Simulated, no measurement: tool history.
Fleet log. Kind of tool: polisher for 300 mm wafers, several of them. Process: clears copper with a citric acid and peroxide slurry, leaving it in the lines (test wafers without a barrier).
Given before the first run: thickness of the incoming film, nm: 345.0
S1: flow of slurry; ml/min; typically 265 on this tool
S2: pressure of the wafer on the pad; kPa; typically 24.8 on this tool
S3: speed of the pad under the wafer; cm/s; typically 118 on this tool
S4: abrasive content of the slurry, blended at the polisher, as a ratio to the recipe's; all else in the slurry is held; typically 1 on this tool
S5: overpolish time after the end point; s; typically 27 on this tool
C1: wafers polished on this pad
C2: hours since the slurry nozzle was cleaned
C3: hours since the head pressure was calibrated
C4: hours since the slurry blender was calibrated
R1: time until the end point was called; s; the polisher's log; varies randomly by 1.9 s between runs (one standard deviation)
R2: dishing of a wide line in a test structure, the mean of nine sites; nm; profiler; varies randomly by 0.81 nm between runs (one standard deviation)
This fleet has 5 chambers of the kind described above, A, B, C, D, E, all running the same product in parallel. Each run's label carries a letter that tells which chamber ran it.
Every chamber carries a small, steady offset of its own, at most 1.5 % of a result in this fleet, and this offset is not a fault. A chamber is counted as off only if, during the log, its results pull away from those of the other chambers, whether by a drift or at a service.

| run | hour | S1 | S2 | S3 | S4 | S5 | C1 | C2 | C3 | C4 | R1 | R2 |
|---|---|---|---|---|---|---|---|---|---|---|---|---|
| 1E | 4.3 | 265 | 24.8 | 118 | 1 | 27 | 422 | 123.2 | 536.6 | 12.2 | 126.280 | 46.959 |
| 2A | 7.2 | 265 | 24.8 | 118 | 1 | 27 | 1272 | 509.5 | 794.8 | 273.0 | 122.500 | 45.911 |
| 3B | 9.6 | 265 | 24.8 | 118 | 1 | 27 | 924 | 124.2 | 638.4 | 10.0 | 121.540 | 45.611 |
|  | 11.1 | chamber A: worn pad replaced by a new one |
| 4D | 13.8 | 265 | 24.8 | 118 | 1 | 27 | 679 | 174.9 | 107.1 | 151.0 | 123.980 | 45.322 |
| 5C | 15.9 | 265 | 24.8 | 118 | 1 | 27 | 110 | 33.2 | 120.9 | 151.5 | 125.140 | 45.710 |
| 6E | 19.4 | 265 | 29.0 | 118 | 1 | 27 | 502 | 138.3 | 551.7 | 27.3 | 109.080 | 51.427 |
|  | 23.4 | chamber B: worn pad replaced by a new one |
| 7D | 23.9 | 265 | 29.0 | 118 | 1 | 27 | 732 | 185.0 | 117.2 | 161.1 | 108.700 | 51.402 |
| 8A | 27.2 | 265 | 29.0 | 118 | 1 | 27 | 85 | 529.5 | 814.8 | 293.0 | 108.790 | 50.794 |
|  | 31.0 | chamber D: worn pad replaced by a new one |
| 9B | 31.7 | 265 | 29.0 | 118 | 1 | 27 | 44 | 146.3 | 660.5 | 32.1 | 107.140 | 52.098 |
| 10C | 34.6 | 265 | 29.0 | 118 | 1 | 27 | 209 | 51.9 | 139.6 | 170.2 | 109.250 | 50.123 |
| 11B | 38.7 | 265 | 24.8 | 118 | 1 | 27 | 81 | 153.3 | 667.5 | 39.1 | 123.560 | 44.562 |
| 12C | 40.6 | 265 | 24.8 | 118 | 1 | 27 | 240 | 57.9 | 145.6 | 176.2 | 124.880 | 45.460 |
| 13E | 43.8 | 265 | 24.8 | 118 | 1 | 27 | 630 | 162.7 | 576.1 | 51.7 | 126.070 | 45.487 |
|  | 47.0 | chamber A: head pressure recalibrated |
| 14D | 47.2 | 265 | 24.8 | 118 | 1 | 27 | 85 | 208.3 | 140.5 | 184.4 | 124.990 | 44.838 |
| 15A | 51.5 | 265 | 24.8 | 118 | 1 | 27 | 213 | 553.8 | 4.5 | 317.3 | 122.770 | 43.723 |
| 16A | 54.8 | 265 | 24.8 | 118 | 1 | 27 | 230 | 557.1 | 7.8 | 320.6 | 127.720 | 44.780 |
| 17E | 57.0 | 265 | 24.8 | 118 | 1 | 27 | 700 | 175.9 | 589.3 | 64.9 | 127.950 | 44.272 |
| 18B | 59.3 | 265 | 24.8 | 118 | 1 | 27 | 190 | 173.9 | 688.1 | 59.7 | 126.490 | 46.196 |
| 19C | 63.0 | 265 | 24.8 | 118 | 1 | 27 | 358 | 80.3 | 168.0 | 198.6 | 130.330 | 45.906 |
| 20D | 67.0 | 265 | 24.8 | 118 | 1 | 27 | 190 | 228.1 | 160.3 | 204.2 | 125.680 | 45.348 |
| 21D | 69.5 | 265 | 24.8 | 118 | 1 | 27 | 203 | 230.6 | 162.8 | 206.7 | 123.220 | 44.484 |
| 22B | 73.1 | 265 | 24.8 | 118 | 1 | 27 | 262 | 187.7 | 701.9 | 73.5 | 125.230 | 45.070 |
| 23A | 75.4 | 265 | 24.8 | 118 | 1 | 27 | 339 | 577.7 | 28.4 | 341.2 | 124.260 | 44.320 |
| 24E | 77.6 | 265 | 24.8 | 118 | 1 | 27 | 809 | 196.5 | 609.9 | 85.5 | 122.970 | 45.048 |
| 25C | 80.7 | 265 | 24.8 | 118 | 1 | 27 | 452 | 98.0 | 185.7 | 216.3 | 130.350 | 45.649 |
| 26C | 83.8 | 265 | 24.8 | 118 | 1 | 27 | 468 | 101.1 | 188.8 | 219.4 | 126.010 | 43.529 |
| 27B | 88.2 | 265 | 24.8 | 118 | 1 | 27 | 342 | 202.8 | 717.0 | 88.6 | 125.300 | 45.723 |
| 28A | 92.7 | 265 | 24.8 | 118 | 1 | 27 | 431 | 595.0 | 45.7 | 358.5 | 120.620 | 45.889 |
| 29D | 95.0 | 265 | 24.8 | 118 | 1 | 27 | 338 | 256.1 | 188.3 | 232.2 | 128.900 | 46.193 |
|  | 96.3 | chamber E: worn pad replaced by a new one |
| 30E | 97.5 | 265 | 24.8 | 118 | 1 | 27 | 6 | 216.4 | 629.8 | 105.4 | 119.780 | 46.591 |
| 31C | 99.8 | 265 | 32.4 | 118 | 1 | 27 | 553 | 117.1 | 204.8 | 235.4 | 101.890 | 53.204 |
|  | 100.2 | chamber E: slurry blender recalibrated |
| 32B | 103.3 | 265 | 32.4 | 118 | 1 | 27 | 422 | 217.9 | 732.1 | 103.7 | 96.422 | 54.781 |
| 33D | 105.9 | 265 | 32.4 | 118 | 1 | 27 | 395 | 267.0 | 199.2 | 243.1 | 98.351 | 55.981 |
| 34E | 109.4 | 265 | 32.4 | 118 | 1 | 27 | 69 | 228.3 | 641.7 | 9.2 | 93.903 | 57.508 |
| 35A | 112.9 | 265 | 32.4 | 118 | 1 | 27 | 537 | 615.2 | 65.9 | 378.7 | 96.251 | 55.995 |
|  | 117.2 | chamber B: slurry blender recalibrated |
| 36E | 117.2 | 225 | 24.8 | 118 | 1 | 27 | 110 | 236.1 | 649.5 | 17.0 | 129.050 | 46.053 |
| 37C | 121.2 | 225 | 24.8 | 118 | 1 | 27 | 666 | 138.5 | 226.2 | 256.8 | 138.870 | 43.263 |
| 38A | 124.4 | 225 | 24.8 | 118 | 1 | 27 | 598 | 626.7 | 77.4 | 390.2 | 128.650 | 45.439 |
| 39D | 127.1 | 225 | 24.8 | 118 | 1 | 27 | 507 | 288.2 | 220.4 | 264.3 | 129.010 | 45.058 |
| 40B | 129.1 | 225 | 24.8 | 118 | 1 | 27 | 558 | 243.7 | 757.9 | 12.0 | 129.250 | 46.600 |
| 41A | 133.6 | 330 | 24.8 | 80 | 1 | 27 | 647 | 635.9 | 86.6 | 399.4 | 177.250 | 33.958 |
| 42B | 136.2 | 330 | 24.8 | 80 | 1 | 27 | 596 | 250.8 | 765.0 | 19.1 | 181.160 | 34.151 |

Is one chamber off against the others, does the gauge drift, or is nothing wrong? If a chamber is off, say which, and what the likeliest cause is.

Little by little, chamber C moves away from the other chambers.
Most likely cause: abrasive missing from the slurry, % = 31.8.
Not necessarily distinguishable in this log from: removal rate lost through wear of the pad, %; slurry flow missing at the pad, %; head's pressure below its setpoint, %.

Below are 4 candidate recipes for chamber C's next run, each the usual settings with a change, their results shown as question marks. Which of them brings C's results back in line with what the other chambers give on the usual settings?
Maximum distance from the other chambers' mean on the usual settings for a result to count as in line: R1 6.700 s; R2 2.800 nm
| 43C-1 | 139.4 | 265 | 26.2 | 124 | 1 | 27 |  |  |  |  | ? | ? |
| 43C-2 | 139.4 | 260 | 22.8 | 108 | 1 | 28 |  |  |  |  | ? | ? |
| 43C-3 | 139.4 | 265 | 23.4 | 112 | 1 | 28 |  |  |  |  | ? | ? |
| 43C-4 | 139.4 | 270 | 27.6 | 130 | 1 | 26 |  |  |  |  | ? | ? |

Usual-settings mean across the other chambers: R1 125.480 s; R2 45.406 nm
| run | R1 | R2 |
|---|---|---|
| 43C-1 | 124.730 | 46.394 |
| 43C-2 | 164.100 | 38.446 |
| 43C-3 | 153.550 | 40.542 |
| 43C-4 | 113.040 | 48.624 |
43C-1 brings the chamber back in line.
